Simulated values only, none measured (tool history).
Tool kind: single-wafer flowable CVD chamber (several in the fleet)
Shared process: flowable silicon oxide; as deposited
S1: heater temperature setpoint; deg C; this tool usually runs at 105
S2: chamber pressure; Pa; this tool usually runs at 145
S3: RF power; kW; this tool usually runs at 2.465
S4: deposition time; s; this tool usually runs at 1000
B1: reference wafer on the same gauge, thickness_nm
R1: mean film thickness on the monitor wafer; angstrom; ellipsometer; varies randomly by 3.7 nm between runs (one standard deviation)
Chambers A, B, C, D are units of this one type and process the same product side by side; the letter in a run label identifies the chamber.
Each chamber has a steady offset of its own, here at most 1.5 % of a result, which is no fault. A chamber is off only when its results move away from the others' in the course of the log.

run	hour	S1	S2	S3	S4	B1	R1
1D	4.7	105	145	2.465	1000	833.41	7838.3
2A	10.3	105	145	2.465	1000	832.84	7910.7
3C	15.8	105	145	2.465	1000	834.29	7687.3
4B	20.6	105	145	2.465	1000	833.6	7794.2
5D	30.2	105	145	2.465	1000	835.16	7777.1
6C	39.9	105	145	2.465	1000	833.91	7679.5
7A	44.5	105	145	2.465	1000	833.64	7859
# hour 50.4: chamber A: capacitance manometer re-zeroed and calibrated
8B	51.6	105	145	2.465	1000	832.91	7756.7
9B	59.5	105	145	2.465	1000	834.14	7741.8
10A	68.1	105	145	2.465	1000	834.41	7855.2
11D	77.1	105	145	2.465	1000	833.25	7743.4
12C	85.7	105	145	2.465	1000	834.22	7771.8
13D	93.3	119	145	2.465	1000	834.82	4985.2
14A	98.7	119	145	2.465	1000	834.7	5050
15C	103.4	119	145	2.465	1000	834.51	5081.6
16B	109	119	145	2.465	1000	834.44	4997
17A	115.7	105	145	2.465	1000	833.76	7893.4
18C	125.3	105	163	2.465	900	834.02	7955.7
19D	135.2	105	163	2.465	900	833.68	7882.2
20B	143.3	105	163	2.465	900	834.79	7853.5
21A	152.4	105	163	2.465	900	834.2	7973.1
# hour 154.2: chamber C: thermocouple changed; heater temperature recalibrated
22C	159.7	112	145	2.465	1000	833.79	6329.3
23D	166	112	145	2.465	1000	833.81	6163.4
24B	170.4	112	145	2.465	1000	833.89	6122
25B	176	112	145	2.465	1000	834.2	6124.9
26A	183.5	105	163	2.465	1000	833.6	8854.7
27C	188.3	105	163	2.465	1000	834.96	8998.7
28D	196.3	105	163	2.465	1000	834.76	8804.4
29C	205.8	105	163	2.465	1000	834.73	9071.3
30A	214.6	105	121	2.465	1000	833.52	6364.9
31D	224.2	105	121	2.465	1000	834.25	6270
32B	229.1	105	121	2.465	1000	833.68	6265.9
33B	236.1	105	121	2.465	1000	834.42	6269.6
34C	243.3	105	145	2.465	1000	834.24	8138.1
35A	253.2	105	145	2.465	1000	835.14	7869.7
36D	258	105	145	2.465	1000	834.19	7739.1

Next, every chamber runs the same settings. What will each give?
37A	265.2	105	145	2.465	1000		?
37B	265.2	105	145	2.465	1000		?
37C	265.2	105	145	2.465	1000		?
37D	265.2	105	145	2.465	1000		?

run	R1
37A	7795.6
37B	7677.7
37C	8127.4
37D	7724.4
